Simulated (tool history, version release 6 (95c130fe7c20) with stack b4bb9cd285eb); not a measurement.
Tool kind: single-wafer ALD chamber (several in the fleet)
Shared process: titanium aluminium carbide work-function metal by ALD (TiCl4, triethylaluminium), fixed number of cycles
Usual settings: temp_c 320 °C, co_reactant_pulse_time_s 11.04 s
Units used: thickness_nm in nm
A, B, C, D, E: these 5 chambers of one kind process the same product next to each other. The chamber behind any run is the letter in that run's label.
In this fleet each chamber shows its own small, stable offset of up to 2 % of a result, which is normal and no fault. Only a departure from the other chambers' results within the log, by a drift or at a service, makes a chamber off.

run,hour,temp_c,co_reactant_pulse_time_s,"read-back reference wafer on the same gauge, thickness_nm",thickness_nm
1B,4.6,320,11.04,2.6194,2.1883
2E,11.2,320,11.04,2.6185,2.1505
3D,17.9,320,11.04,2.6232,2.1875
4A,24.2,320,11.04,2.6215,2.1844
5C,30.3,320,11.04,2.6234,2.1822
6B,34.2,320,11.04,2.6215,2.1881
7A,37.9,320,11.04,2.6204,2.2071
8C,43.3,320,11.04,2.6185,2.1805
9D,50.0,320,11.04,2.6208,2.1896
10E,56.2,320,11.04,2.6199,2.1357
11A,60.5,320,11.04,2.6201,2.2075
12E,65.0,320,11.04,2.6186,2.1626
13D,69.2,320,11.04,2.6208,2.1709
14B,73.9,320,11.04,2.6184,2.1864
15C,79.9,320,11.04,2.6191,2.1670
16A,84.7,320,11.04,2.6188,2.2304
17E,91.2,320,11.04,2.6149,2.1619
18D,94.5,320,7.24,2.6213,2.0312
19C,97.4,320,7.24,2.6166,1.9437
20B,103.1,320,7.24,2.6159,2.0284
21C,108.7,320,7.24,2.6163,1.9115
22B,114.0,320,7.24,2.6191,2.0459
23D,117.5,320,11.04,2.6220,2.1898
24A,122.4,320,11.04,2.6220,2.1870
25E,126.3,320,11.04,2.6166,2.1557
26C,130.2,320,11.04,2.6224,2.0834
27A,136.2,320,11.04,2.6212,2.2039
28E,139.9,320,11.04,2.6168,2.1632
29D,145.8,320,14.48,2.6198,2.2266
30B,149.5,320,14.48,2.6220,2.2096
31D,154.1,320,14.48,2.6182,2.2188

Which is it: a chamber that has drifted or been left off by a service, a gauge drift common to all chambers, or only each chamber's usual small offset? If a chamber is off, name it and its likeliest cause.

Little by little, chamber C moves away from the other chambers.
Most likely cause: triethylaluminium dose below that of a fresh bottle (%) = 35.1.

Here are 4 candidates for chamber C's next run, each the usual settings with a change, their results left as question marks. Which one brings its results back in line with what the others give on the usual settings?
A result is in line if it is within this distance of the other chambers' mean on the usual settings: thickness_nm 0.0410 nm
32C-1,159.0,329,15.14,,?
32C-2,159.0,325,13.35,,?
32C-3,159.0,315,8.68,,?
32C-4,159.0,305,11.04,,?

Average result of the remaining chambers running the usual settings: thickness_nm 2.1789 nm
run,thickness_nm
32C-1,2.2404
32C-2,2.1681
32C-3,1.8826
32C-4,1.9281
32C-2 puts the chamber back in line with the other chambers.
